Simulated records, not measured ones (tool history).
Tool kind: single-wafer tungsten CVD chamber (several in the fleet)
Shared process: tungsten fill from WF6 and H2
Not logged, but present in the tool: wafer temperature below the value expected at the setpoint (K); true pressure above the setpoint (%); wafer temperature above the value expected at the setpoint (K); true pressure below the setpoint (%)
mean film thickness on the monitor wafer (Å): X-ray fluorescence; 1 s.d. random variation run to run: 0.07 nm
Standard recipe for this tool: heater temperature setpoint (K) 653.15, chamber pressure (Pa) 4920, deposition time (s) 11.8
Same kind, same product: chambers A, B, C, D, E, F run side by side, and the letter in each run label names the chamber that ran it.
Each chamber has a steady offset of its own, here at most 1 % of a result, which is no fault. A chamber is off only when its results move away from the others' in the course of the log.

run   hour  heater temperature setpoint (K)  chamber pressure (Pa)  deposition time (s)  hours since the last thermocouple change  hours since the last manometer calibration  read-back reference wafer on the same gauge, thickness_nm  mean film thickness on the monitor wafer (Å)
 1E   15.2                           653.15                   4920                 11.8                                    1346.2                                      1212.7                                                     21.621                                        258.19
 2B   25.6                           653.15                   4920                 11.8                                     153.0                                       351.5                                                     21.619                                        254.13
 3C   34.0                           653.15                   4920                 11.8                                    2095.4                                      1502.2                                                     21.606                                        255.24
 4D   41.5                           653.15                   4920                 11.8                                    2544.1                                      1307.1                                                     21.614                                        256.72
 5A   52.2                           653.15                   4920                 11.8                                     634.2                                      2361.9                                                     21.608                                        254.86
 6F   62.4                           653.15                   4920                 11.8                                     701.6                                      1846.4                                                     21.589                                        254.82
 7F   69.8                           653.15                   4920                 11.8                                     709.0                                      1853.8                                                     21.604                                        253.44
 8C   79.8                           653.15                   4920                 11.8                                    2141.2                                      1548.0                                                     21.589                                        254.06
 9D   94.7                           653.15                   4920                 11.8                                    2597.3                                      1360.3                                                     21.588                                        257.57
10A  107.2                           653.15                   4920                 11.8                                     689.2                                      2416.9                                                     21.604                                        253.87
11B  114.1                           653.15                   4920                 11.8                                     241.5                                       440.0                                                     21.591                                        252.34
     122.8  -- chamber E: thermocouple changed; heater temperature recalibrated
12E  126.8                           653.15                   5893                 10.4                                       4.0                                      1324.3                                                     21.596                                        247.08
13B  135.4                           653.15                   5893                 10.4                                     262.8                                       461.3                                                     21.597                                        243.16
14F  147.3                           653.15                   5893                 10.4                                     786.5                                      1931.3                                                     21.604                                        243.92
15C  159.1                           653.15                   5893                 10.4                                    2220.5                                      1627.3                                                     21.603                                        244.72
16A  174.6                           653.15                   5893                 10.4                                     756.6                                      2484.3                                                     21.605                                        243.50
     185.0  -- chamber C: thermocouple changed; heater temperature recalibrated
17E  189.9                           653.15                   5893                 10.4                                      67.1                                      1387.4                                                     21.588                                        248.61
     193.3  -- chamber A: capacitance manometer re-zeroed and calibrated
18D  198.3                           653.15                   4920                 11.8                                    2700.9                                      1463.9                                                     21.604                                        257.43
19A  205.1                           640.15                   4920                 11.8                                     787.1                                        11.8                                                     21.599                                        199.67
20C  212.7                           640.15                   4920                 11.8                                      27.7                                      1680.9                                                     21.604                                        192.93
21E  227.2                           640.15                   4920                 11.8                                     104.4                                      1424.7                                                     21.581                                        197.67
22D  239.1                           640.15                   4920                 11.8                                    2741.7                                      1504.7                                                     21.609                                        196.80
23F  253.7                           640.15                   4920                 11.8                                     892.9                                      2037.7                                                     21.581                                        194.69
24B  262.9                           640.15                   4920                 11.8                                     390.3                                       588.8                                                     21.608                                        193.62
25E  272.7                           653.15                   4920                 10.8                                     149.9                                      1470.2                                                     21.606                                        237.98
26C  279.7                           653.15                   4920                 10.8                                      94.7                                      1747.9                                                     21.607                                        233.59
27F  290.8                           653.15                   4920                 10.8                                     930.0                                      2074.8                                                     21.597                                        233.69
28B  302.9                           653.15                   4920                 10.8                                     430.3                                       628.8                                                     21.595                                        231.96
29A  314.5                           653.15                   4920                 10.8                                     896.5                                       121.2                                                     21.610                                        240.40
     315.1  -- chamber D: thermocouple changed; heater temperature recalibrated
30D  325.9                           653.15                   4920                 10.8                                      10.9                                      1591.5                                                     21.596                                        234.93
31C  341.0                           653.15                   4920                 11.8                                     156.0                                      1809.2                                                     21.602                                        255.26
32F  349.4                           653.15                   4920                 11.8                                     988.6                                      2133.4                                                     21.589                                        255.24
33D  362.5                           653.15                   4920                 11.8                                      47.5                                      1628.1                                                     21.606                                        255.39
34B  370.2                           653.15                   4920                 11.8                                     497.6                                       696.1                                                     21.596                                        253.10
35A  378.0                           653.15                   4920                 11.8                                     960.0                                       184.7                                                     21.597                                        264.29
36E  388.6                           653.15                   4920                 11.8                                     265.8                                      1586.1                                                     21.588                                        258.94
37E  399.1                           653.15                   4920                 11.8                                     276.3                                      1596.6                                                     21.598                                        257.88
38B  407.4                           653.15                   4920                 11.8                                     534.8                                       733.3                                                     21.601                                        254.56
39A  420.8                           653.15                   4920                 11.8                                    1002.8                                       227.5                                                     21.592                                        264.30
40D  430.1                           653.15                   4920                 11.8                                     115.1                                      1695.7                                                     21.593                                        256.16
41C  438.0                           653.15                   4920                 11.8                                     253.0                                      1906.2                                                     21.598                                        255.90

The same settings go to every chamber for the next run, one line per chamber below. Forecast the results for each:
42A  449.1                           643.15                   4920                 11.8                                                                                                                                                                                              ?
42B  449.1                           643.15                   4920                 11.8                                                                                                                                                                                              ?
42C  449.1                           643.15                   4920                 11.8                                                                                                                                                                                              ?
42D  449.1                           643.15                   4920                 11.8                                                                                                                                                                                              ?
42E  449.1                           643.15                   4920                 11.8                                                                                                                                                                                              ?
42F  449.1                           643.15                   4920                 11.8                                                                                                                                                                                              ?

run  mean film thickness on the monitor wafer (Å)
42A                                        214.42
42B                                        206.43
42C                                        206.77
42D                                        209.19
42E                                        209.35
42F                                        207.22

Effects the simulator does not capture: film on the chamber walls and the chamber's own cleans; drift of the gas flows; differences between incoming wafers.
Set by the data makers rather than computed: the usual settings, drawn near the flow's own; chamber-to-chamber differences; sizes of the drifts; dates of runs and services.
